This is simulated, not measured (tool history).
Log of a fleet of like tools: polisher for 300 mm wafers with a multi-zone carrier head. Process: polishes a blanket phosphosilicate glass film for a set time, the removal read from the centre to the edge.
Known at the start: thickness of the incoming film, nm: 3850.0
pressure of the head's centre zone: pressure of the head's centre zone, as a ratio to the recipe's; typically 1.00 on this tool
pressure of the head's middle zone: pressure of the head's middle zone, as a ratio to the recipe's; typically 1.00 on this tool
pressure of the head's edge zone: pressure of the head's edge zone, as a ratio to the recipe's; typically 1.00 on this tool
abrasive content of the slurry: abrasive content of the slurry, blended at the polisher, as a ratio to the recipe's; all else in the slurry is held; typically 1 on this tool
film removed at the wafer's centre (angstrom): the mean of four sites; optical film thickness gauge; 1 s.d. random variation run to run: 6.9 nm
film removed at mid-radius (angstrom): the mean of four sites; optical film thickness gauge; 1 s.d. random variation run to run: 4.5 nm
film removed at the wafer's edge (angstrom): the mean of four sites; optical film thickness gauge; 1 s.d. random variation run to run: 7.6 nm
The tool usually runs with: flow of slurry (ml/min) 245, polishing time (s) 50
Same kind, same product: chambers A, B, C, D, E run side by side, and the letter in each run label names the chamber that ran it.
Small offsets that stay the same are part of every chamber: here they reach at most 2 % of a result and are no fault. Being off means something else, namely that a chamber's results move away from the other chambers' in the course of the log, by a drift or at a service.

run	hour	flow of slurry (ml/min)	pressure of the head's centre zone	pressure of the head's middle zone	pressure of the head's edge zone	abrasive content of the slurry	polishing time (s)	wafers polished on this pad	hours since the slurry nozzle was cleaned	hours since the centre zone pressure was calibrated	hours since the edge zone pressure was calibrated	film removed at the wafer's centre (angstrom)	film removed at mid-radius (angstrom)	film removed at the wafer's edge (angstrom)
# hour 4.5: chamber C: edge zone pressure recalibrated
1D	6.2	245	1.00	1.00	1.00	1	50	184	459.2	659.2	244.9	7014.8	7004.4	7030.0
# hour 7.7: chamber E: slurry nozzle cleaned
2E	13.4	245	1.00	1.00	1.00	1	50	437	5.7	144.5	139.0	7052.0	7150.0	7172.1
# hour 15.4: chamber C: slurry nozzle cleaned
3B	20.1	245	1.00	1.00	1.00	1	50	726	845.1	615.5	758.0	6889.8	7000.2	7119.9
4C	24.1	245	1.00	1.00	1.00	1	50	520	8.7	635.3	19.6	7085.8	7127.4	7004.1
# hour 25.0: chamber C: worn pad replaced by a new one
5A	28.6	245	1.00	1.00	1.00	1	50	367	232.0	119.6	289.2	7062.9	7005.7	6899.4
# hour 30.5: chamber A: slurry nozzle cleaned
# hour 33.2: chamber B: slurry nozzle cleaned
6B	35.3	245	0.93	1.00	1.00	1	50	853	2.2	630.7	773.2	6496.2	7008.9	7273.1
7E	40.2	245	0.93	1.00	1.00	1	50	661	32.5	171.3	165.8	6418.0	7054.8	7024.9
8A	45.1	245	0.93	1.00	1.00	1	50	505	14.7	136.1	305.7	6585.2	6977.3	7077.4
# hour 46.6: chamber B: worn pad replaced by a new one
9C	52.5	245	0.93	1.00	1.00	1	50	230	37.1	663.7	48.0	6506.7	7087.0	7215.6
10D	58.2	245	0.93	1.00	1.00	1	50	618	511.2	711.2	296.9	6417.2	6956.1	6900.6
11D	63.0	245	1.00	1.00	1.00	1	50	659	516.0	716.0	301.7	7061.4	6858.8	7040.9
# hour 65.8: chamber C: centre zone pressure recalibrated
12E	67.9	245	1.00	1.00	1.00	1	50	892	60.2	199.0	193.5	7041.1	7150.2	6961.8
13C	72.7	245	1.00	1.00	1.00	1	50	399	57.3	6.9	68.2	7076.5	7027.3	7032.8
# hour 77.6: chamber E: worn pad replaced by a new one
14B	80.7	245	1.00	1.00	1.00	1	50	285	47.6	676.1	818.6	7026.6	7076.8	7184.7
# hour 82.5: chamber D: worn pad replaced by a new one
15A	84.5	245	1.00	1.00	1.00	1	50	834	54.1	175.5	345.1	7012.1	6946.0	6858.8
16A	92.6	245	1.00	0.89	1.00	1	50	902	62.2	183.6	353.2	7020.6	6152.9	6870.2
17E	99.9	245	1.00	0.89	1.00	1	50	187	92.2	231.0	225.5	6907.6	6431.4	7037.0
# hour 105.1: chamber C: worn pad replaced by a new one
18D	107.3	245	1.00	0.89	1.00	1	50	207	560.3	760.3	346.0	7013.6	6288.3	7000.7
19B	115.4	245	1.00	0.89	1.00	1	50	575	82.3	710.8	853.3	6992.1	6395.4	7232.1
20C	123.4	245	1.00	0.89	1.00	1	50	152	108.0	57.6	118.9	7005.1	6412.5	7111.9
21D	130.4	245	1.00	1.00	1.00	1	50	400	583.4	783.4	369.1	7106.4	6991.1	7098.2
22C	136.2	245	1.00	1.00	1.00	1	50	259	120.8	70.4	131.7	7112.7	7035.2	7146.2
23A	143.1	245	1.00	1.00	1.00	1	50	1324	112.7	234.1	403.7	6793.1	6629.0	6662.7
24E	147.2	245	1.00	1.00	1.00	1	50	582	139.5	278.3	272.8	7016.8	7091.1	6963.2
# hour 150.6: chamber B: worn pad replaced by a new one
25B	154.4	245	1.00	1.00	1.00	1	50	32	121.3	749.8	892.3	7152.1	7098.3	7141.7
26A	159.5	245	1.11	1.04	1.00	1	50	1461	129.1	250.5	420.1	7426.2	6905.9	6759.9
27B	163.4	245	1.11	1.04	1.00	1	50	107	130.3	758.8	901.3	7838.8	7338.6	7033.8
28D	169.4	245	1.11	1.04	1.00	1	50	726	622.4	822.4	408.1	7847.8	7126.9	7088.8
29C	173.0	245	1.11	1.04	1.00	1	50	567	157.6	107.2	168.5	7906.2	7231.1	7131.7
# hour 176.8: chamber C: worn pad replaced by a new one
30E	180.6	245	1.11	1.04	1.00	1	50	861	172.9	311.7	306.2	7698.5	7407.0	7107.6
31A	186.2	245	1.00	1.00	1.00	1	50	1684	155.8	277.2	446.8	6748.6	6504.3	6510.8
# hour 188.2: chamber D: worn pad replaced by a new one
32C	190.4	245	1.00	1.00	1.00	1	50	113	175.0	124.6	185.9	7073.6	7012.6	7116.0
# hour 195.2: chamber E: worn pad replaced by a new one
33E	195.6	245	1.00	1.00	1.00	1	50	3	187.9	326.7	321.2	7005.6	7048.2	7074.9
# hour 197.8: chamber D: edge zone pressure recalibrated
34B	203.7	245	1.00	1.00	1.00	1	50	444	170.6	799.1	941.6	6987.7	7100.9	7255.6
35D	210.9	245	1.00	1.00	1.00	1	50	190	663.9	863.9	13.2	6975.9	7009.0	7073.2
36A	217.1	245	1.00	1.00	1.00	1	50	1942	186.7	308.1	477.7	6580.5	6424.6	6537.8
37B	225.5	245	1.00	0.90	0.92	1	50	626	192.4	820.9	963.4	6955.5	6462.5	6835.3
# hour 232.5: chamber C: slurry nozzle cleaned
38C	233.0	245	1.00	0.90	0.92	1	50	469	0.6	167.2	228.5	7095.8	6387.8	6874.1
39D	238.2	245	1.00	0.90	0.92	1	50	418	691.2	891.2	40.5	7022.8	6299.3	6749.1

One chamber off, gauge drift, or nothing amiss beyond the chambers' own small offsets? If it is a chamber, which one, and what is the likeliest cause?

One chamber, A, drifts off from the rest bit by bit.
Most likely cause: removal rate lost through wear of the pad, % = 9.38.

Chamber A could run next with any of the 4 candidate recipes listed below; each alters the usual settings, and their results appear as question marks. Which one brings its results back in line with what the other chambers deliver on the usual settings?
In-line tolerance around the mean of the other chambers on the usual settings: film removed at the wafer's centre (angstrom) 240.0; film removed at mid-radius (angstrom) 160.0; film removed at the wafer's edge (angstrom) 270.0
40A-1	244.2	245	1.01	1.00	0.99	1.00	48					?	?	?
40A-2	244.2	245	0.99	1.00	1.01	1.05	54					?	?	?
40A-3	244.2	245	1.02	1.00	0.99	0.95	46					?	?	?
40A-4	244.2	245	0.99	1.00	1.01	1.00	53					?	?	?

The mean the other chambers reach with the usual settings: film removed at the wafer's centre (angstrom) 7006.6; film removed at mid-radius (angstrom) 7038.9; film removed at the wafer's edge (angstrom) 7070.5
run	film removed at the wafer's centre (angstrom)	film removed at mid-radius (angstrom)	film removed at the wafer's edge (angstrom)
40A-1	6195.9	6050.9	6025.9
40A-2	6973.4	6959.4	7004.3
40A-3	5860.0	5662.1	5639.0
40A-4	6695.3	6681.8	6724.9
The right change is 40A-2: it brings the chamber back within the allowed miss of the others.
